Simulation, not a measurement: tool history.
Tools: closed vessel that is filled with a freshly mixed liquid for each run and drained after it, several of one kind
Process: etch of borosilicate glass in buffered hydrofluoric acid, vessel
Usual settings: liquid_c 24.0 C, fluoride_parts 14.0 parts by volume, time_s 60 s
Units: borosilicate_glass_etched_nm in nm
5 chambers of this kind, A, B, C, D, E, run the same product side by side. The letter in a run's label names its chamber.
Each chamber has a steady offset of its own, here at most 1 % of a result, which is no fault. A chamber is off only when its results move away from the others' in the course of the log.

run   hour  liquid_c  fluoride_parts  time_s  read-back film thickness of the borosilicate glass reference wafer, read on the same gauge (nm)  borosilicate_glass_etched_nm
 1A    8.8      24.0            14.0      60                                                                                           59.942                        53.437
 2B   18.7      24.0            14.0      60                                                                                           59.972                        53.657
 3C   29.8      24.0            14.0      60                                                                                           59.992                        52.861
 4D   43.2      24.0            14.0      60                                                                                           60.024                        53.524
 5E   56.6      24.0            14.0      60                                                                                           60.032                        53.254
 6B   63.1      20.0             9.5      60                                                                                           59.965                        62.706
 7D   70.1      20.0             9.5      60                                                                                           60.001                        61.809
 8C   77.3      20.0             9.5      60                                                                                           59.974                        62.255
 9A   85.3      20.0             9.5      60                                                                                           60.001                        61.617
10E   95.5      20.0             9.5      60                                                                                           59.997                        61.819
11B  104.4      24.0            14.0      60                                                                                           60.020                        52.896
12A  111.6      24.0            14.0      60                                                                                           59.980                        53.723
13C  121.1      24.0            14.0      60                                                                                           60.016                        53.297
     127.7  -- chamber C: hydrofluoric acid flow meter replaced
14E  129.7      24.0            14.0      60                                                                                           59.983                        53.125
15D  141.6      24.0            14.0      60                                                                                           60.003                        53.770
16B  150.5      24.0            14.0      60                                                                                           59.979                        53.712
17E  162.8      24.0            14.0      60                                                                                           60.013                        52.691
18D  169.0      24.0            14.0      60                                                                                           60.008                        53.302
19A  178.6      24.0            14.0      60                                                                                           59.991                        53.463
20C  187.1      24.0            14.0      60                                                                                           59.956                        53.118
21C  197.9      24.0            14.0      60                                                                                           60.033                        53.131
22D  210.7      24.0            14.0      60                                                                                           59.946                        53.040
23E  224.2      24.0            14.0      60                                                                                           59.965                        52.197
24A  235.5      24.0            14.0      60                                                                                           59.982                        53.420
25B  245.4      20.5            12.5      60                                                                                           60.019                        50.078
26C  254.8      20.5            12.5      60                                                                                           60.030                        49.336
27B  262.8      20.5            12.5      60                                                                                           60.045                        50.353
28D  269.2      20.5            12.5      60                                                                                           60.020                        49.623
29E  280.0      20.5            12.5      60                                                                                           60.001                        47.911
30A  292.2      24.0            14.0      60                                                                                           59.975                        52.675

All 5 chambers run these settings next. Forecast each chamber's results:
31A  302.1      24.0            14.0      60                                                                                                                              ?
31B  302.1      24.0            14.0      60                                                                                                                              ?
31C  302.1      24.0            14.0      60                                                                                                                              ?
31D  302.1      24.0            14.0      60                                                                                                                              ?
31E  302.1      24.0            14.0      60                                                                                                                              ?

run  borosilicate_glass_etched_nm
31A                        53.553
31B                        53.429
31C                        52.909
31D                        53.316
31E                        51.027
